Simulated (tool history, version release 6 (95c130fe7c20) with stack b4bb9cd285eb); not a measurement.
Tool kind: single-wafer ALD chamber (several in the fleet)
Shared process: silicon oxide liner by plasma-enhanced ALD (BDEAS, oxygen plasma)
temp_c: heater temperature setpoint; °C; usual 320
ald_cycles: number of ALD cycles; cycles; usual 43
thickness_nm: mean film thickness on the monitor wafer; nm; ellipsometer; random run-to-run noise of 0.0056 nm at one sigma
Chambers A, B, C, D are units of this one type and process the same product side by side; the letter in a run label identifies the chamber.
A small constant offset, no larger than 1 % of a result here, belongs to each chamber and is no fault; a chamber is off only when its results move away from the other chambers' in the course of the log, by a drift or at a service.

run	hour	temp_c	ald_cycles	read-back reference wafer on the same gauge, thickness_nm	thickness_nm
1B	5.3	320	43	4.5108	3.9017
2C	12.7	320	43	4.5114	3.9140
3D	19.8	320	43	4.5105	3.8957
4A	25.1	320	43	4.5128	3.8892
5B	33.0	320	43	4.5112	3.9065
6A	39.3	314	43	4.5137	3.9279
7D	48.1	314	43	4.5145	3.9320
8C	57.0	314	43	4.5148	3.9503
9D	64.8	314	43	4.5166	3.9361
10A	70.7	320	43	4.5183	3.9015
11C	79.4	320	43	4.5183	3.9218
12B	83.9	320	43	4.5183	3.9184
13A	90.7	320	43	4.5190	3.9017
14B	99.5	320	43	4.5200	3.9123
15C	107.3	320	43	4.5190	3.9085
16D	114.6	320	43	4.5213	3.9124
17C	122.5	320	43	4.5223	3.9132
18A	128.9	320	43	4.5216	3.9008
19D	136.4	320	43	4.5233	3.8989
20B	141.4	333	40	4.5246	3.5769
21C	149.1	333	40	4.5239	3.5850
22B	153.8	333	40	4.5230	3.5720
23A	159.1	333	40	4.5252	3.5616
24D	166.3	312	40	4.5271	3.6798
25B	171.1	312	40	4.5264	3.6896
26D	179.4	312	40	4.5280	3.6789
27A	187.6	312	40	4.5280	3.6767
28C	193.1	320	43	4.5291	3.9306
29D	200.1	320	43	4.5304	3.9104
30B	206.8	306	43	4.5302	3.9974
31A	214.6	306	43	4.5313	3.9801
32C	223.6	306	43	4.5299	4.0048
33D	231.4	306	43	4.5330	3.9881
34A	238.7	320	43	4.5325	3.9064
35C	245.1	320	43	4.5338	3.9330
36B	254.8	320	43	4.5350	3.9261
37B	263.6	320	43	4.5345	3.9281
38D	272.3	320	43	4.5364	3.9294

Decide between three cases: one chamber stands off from its peers, the gauge reading all wafers drifts, or nothing is wrong past each chamber's small offset. Where a chamber is off, say which and what most likely put it there.

It is the gauge, not a chamber: its drift shows up in every chamber's results at once, and no chamber is off.
Likeliest cause: gauge reads high (%) = 0.589.
